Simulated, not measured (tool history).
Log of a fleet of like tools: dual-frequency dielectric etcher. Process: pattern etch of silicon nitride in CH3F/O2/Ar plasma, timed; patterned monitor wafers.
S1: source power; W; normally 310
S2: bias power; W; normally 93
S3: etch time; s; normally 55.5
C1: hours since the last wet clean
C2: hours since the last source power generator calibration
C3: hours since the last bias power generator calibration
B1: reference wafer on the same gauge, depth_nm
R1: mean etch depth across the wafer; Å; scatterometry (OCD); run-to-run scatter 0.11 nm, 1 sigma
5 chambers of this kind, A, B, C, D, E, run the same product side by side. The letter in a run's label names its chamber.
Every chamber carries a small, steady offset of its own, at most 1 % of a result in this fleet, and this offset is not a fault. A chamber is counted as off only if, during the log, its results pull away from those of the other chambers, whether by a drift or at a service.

run   hour   S1   S2    S3     C1      C2      C3      B1      R1
 1B   10.4  310   93  55.5  225.6  1281.8   799.1  41.664  388.95
 2E   19.1  310   93  55.5  312.6   393.4  1285.7  41.683  387.15
 3A   28.7  310   93  55.5  236.5  2188.5  3262.1  41.676  387.47
 4D   41.4  310   93  55.5    503  3626.7   626.1  41.698   390.4
 5C   50.1  310   93  55.5  254.3  2257.5  1270.8  41.713  388.24
 6D   58.3  310   93  55.5  519.9  3643.6     643    41.7  390.07
 7B   65.9  310   93  55.5  281.1  1337.3   854.6  41.704  388.08
      75.4  -- chamber D: wet clean of the chamber
 8A   79.3  310   93  55.5  287.1  2239.1  3312.7  41.695  388.61
 9E   88.2  310   93  55.5  381.7   462.5  1354.8  41.683  387.86
10C  101.2  310   74  55.5  305.4  2308.6  1321.9  41.689  355.93
11A  108.5  310   74  55.5  316.3  2268.3  3341.9  41.669   356.1
12E  121.7  310   74  55.5  415.2     496  1388.3  41.668  357.28
13D  127.6  310   74  55.5   52.3  3712.9   712.3  41.698  360.71
14C  137.8  310   74  55.5    342  2345.2  1358.5  41.712  357.43
15B  150.4  310   93  55.5  365.6  1421.8   939.1  41.703  389.47
16A  159.9  310   93  55.5  367.7  2319.7  3393.3  41.668  387.83
17D  170.5  310   93  55.5   95.2  3755.8   755.2  41.711  392.36
18C  183.7  310   93  55.5  387.9  2391.1  1404.4  41.711  388.79
19E  192.7  310   93  55.5  486.2     567  1459.3  41.684  386.45
     202.6  -- chamber E: wet clean of the chamber
20B    203  310   93  55.5  418.2  1474.4   991.7  41.686  391.61
21D  212.9  310   93  55.5  137.6  3798.2   797.6   41.69  389.83
22B  221.9  260   93  42.5  437.1  1493.3  1010.6   41.68  280.11
     233.6  -- chamber C: wet clean of the chamber
23A    234  260   93  42.5  441.8  2393.8  3467.4  41.674  277.21
24E  245.1  260   93  42.5   42.6   619.4  1511.7  41.693  270.41
25C  255.2  260   93  42.5   21.7  2462.6  1475.9  41.664  278.25
26C  263.9  260   93  42.5   30.4  2471.3  1484.6  41.714  276.54
27A  272.3  310   93  55.5  480.1  2432.1  3505.7  41.686  389.63
28E    280  310   93  55.5   77.5   654.3  1546.6  41.708  376.19
29B    289  310   93  55.5  504.2  1560.4  1077.7  41.704  389.07
30D    300  310   93  55.5  224.7  3885.3   884.7  41.676   391.3
31D  308.6  310   93  55.5  233.3  3893.9   893.3  41.686  391.01
32E  317.4  310   93  55.5  114.9   691.7    1584  41.713  378.12
33B  329.6  310  105  55.5  544.8    1601  1118.3  41.674  408.02
34C  341.7  310  105  55.5  108.2  2549.1  1562.4  41.696  404.81

Next, all 5 chambers run the settings below, one line each with question marks for the results. What does each chamber give?
35A  351.5  310  93  55.5                   ?
35B  351.5  310  93  55.5                   ?
35C  351.5  310  93  55.5                   ?
35D  351.5  310  93  55.5                   ?
35E  351.5  310  93  55.5                   ?

run      R1
35A  389.69
35B  389.09
35C  387.29
35D  393.68
35E  378.45

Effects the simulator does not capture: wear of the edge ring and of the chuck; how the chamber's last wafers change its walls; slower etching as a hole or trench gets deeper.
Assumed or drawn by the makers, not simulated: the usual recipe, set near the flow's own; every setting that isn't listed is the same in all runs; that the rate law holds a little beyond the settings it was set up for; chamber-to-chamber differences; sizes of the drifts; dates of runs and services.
